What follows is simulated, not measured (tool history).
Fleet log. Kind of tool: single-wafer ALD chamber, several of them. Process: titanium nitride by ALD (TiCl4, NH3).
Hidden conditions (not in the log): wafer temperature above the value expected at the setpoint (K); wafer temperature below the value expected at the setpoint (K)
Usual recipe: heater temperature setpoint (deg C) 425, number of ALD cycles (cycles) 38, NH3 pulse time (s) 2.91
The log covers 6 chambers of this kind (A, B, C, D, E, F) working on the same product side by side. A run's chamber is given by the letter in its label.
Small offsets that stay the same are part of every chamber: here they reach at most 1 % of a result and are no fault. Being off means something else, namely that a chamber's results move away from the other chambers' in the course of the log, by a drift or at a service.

run   hour  heater temperature setpoint (deg C)  number of ALD cycles (cycles)  NH3 pulse time (s)  hours since the last thermocouple change  read-back reference wafer on the same gauge, thickness_nm  mean film thickness on the monitor wafer (angstrom)
 1A    4.7                                  425                             38                2.91                                     343.6                                                    0.97089                                               8.6216
 2D   10.3                                  425                             38                2.91                                     704.2                                                    0.96968                                               8.5603
      13.1  -- chamber C: thermocouple changed; heater temperature recalibrated
 3F   17.1                                  425                             38                2.91                                    1013.5                                                    0.97051                                               8.5622
 4B   20.4                                  425                             38                2.91                                    1805.6                                                    0.97048                                               8.5469
 5E   24.3                                  425                             38                2.91                                    2411.5                                                    0.97058                                               8.5065
 6C   28.5                                  425                             38                2.91                                      15.4                                                    0.97172                                               8.5297
 7E   34.7                                  425                             38                2.91                                    2421.9                                                    0.97074                                               8.4829
 8B   41.9                                  425                             32                2.21                                    1827.1                                                      0.971                                               7.2175
 9D   48.2                                  425                             32                2.21                                     742.1                                                    0.97127                                               7.2161
10C   55.5                                  425                             32                2.21                                      42.4                                                    0.96994                                               7.1976
11F   59.4                                  425                             32                2.21                                    1055.8                                                    0.97019                                               7.1313
12A   66.4                                  425                             32                2.21                                     405.3                                                    0.97128                                               7.1804
13A   70.5                                  425                             32                2.21                                     409.4                                                    0.97122                                               7.1538
14B     75                                  425                             38                2.91                                    1860.2                                                    0.97036                                                8.557
      77.3  -- chamber E: thermocouple changed; heater temperature recalibrated
15E   80.8                                  425                             38                2.91                                       3.6                                                    0.97064                                               8.5651
16D   84.2                                  425                             38                2.91                                     778.1                                                    0.97027                                               8.5006
17F   90.7                                  425                             38                2.91                                    1087.1                                                    0.96995                                               8.5795
18C   95.5                                  425                             38                2.91                                      82.4                                                    0.97071                                               8.5923
19D  101.8                                  425                             38                2.91                                     795.7                                                    0.96992                                               8.5274
20A  106.7                                  425                             38                2.91                                     445.6                                                    0.97098                                               8.5391
21F    114                                  425                             38                2.91                                    1110.4                                                     0.9711                                               8.5054
22C  119.2                                  425                             38                2.42                                     106.1                                                    0.96958                                               8.4883
23E    123                                  425                             38                2.42                                      45.8                                                    0.97068                                               8.5775
24B  127.1                                  425                             38                2.42                                    1912.3                                                    0.97128                                               8.6071
25A  131.2                                  425                             38                2.42                                     470.1                                                    0.97156                                                8.527
26E  134.5                                  425                             38                2.42                                      57.3                                                    0.97069                                               8.5212
27B  139.2                                  425                             38                2.42                                    1924.4                                                    0.97117                                               8.6237
28D    145                                  425                             38                2.91                                     838.9                                                    0.97097                                               8.5604
29C  148.9                                  425                             38                2.91                                     135.8                                                    0.97053                                               8.6377
30F  152.3                                  419                             38                2.91                                    1148.7                                                    0.97102                                               8.4939
31C  157.7                                  419                             38                2.91                                     144.6                                                    0.97094                                               8.5259
32A  164.1                                  419                             38                2.91                                       503                                                    0.97005                                               8.5411
33B    168                                  419                             38                2.91                                    1953.2                                                    0.97144                                               8.6338
34F  175.1                                  419                             38                2.91                                    1171.5                                                    0.96919                                               8.5257
35E  179.5                                  419                             38                2.91                                     102.3                                                    0.97204                                               8.6123
36D  186.9                                  425                             38                2.91                                     880.8                                                    0.97112                                                 8.56
37F  192.6                                  425                             41                2.91                                      1189                                                    0.97126                                               9.2089
38D  196.7                                  425                             41                2.91                                     890.6                                                    0.96977                                               9.2788
39A  200.2                                  425                             41                2.91                                     539.1                                                    0.97014                                               9.2796

What goes on in this fleet: one chamber off, a drifting gauge, or nothing beyond the chambers' own small offsets? Name the chamber and the cause, if any.

The fleet is healthy, with each chamber sitting at its usual small offset and no drift in the gauge.

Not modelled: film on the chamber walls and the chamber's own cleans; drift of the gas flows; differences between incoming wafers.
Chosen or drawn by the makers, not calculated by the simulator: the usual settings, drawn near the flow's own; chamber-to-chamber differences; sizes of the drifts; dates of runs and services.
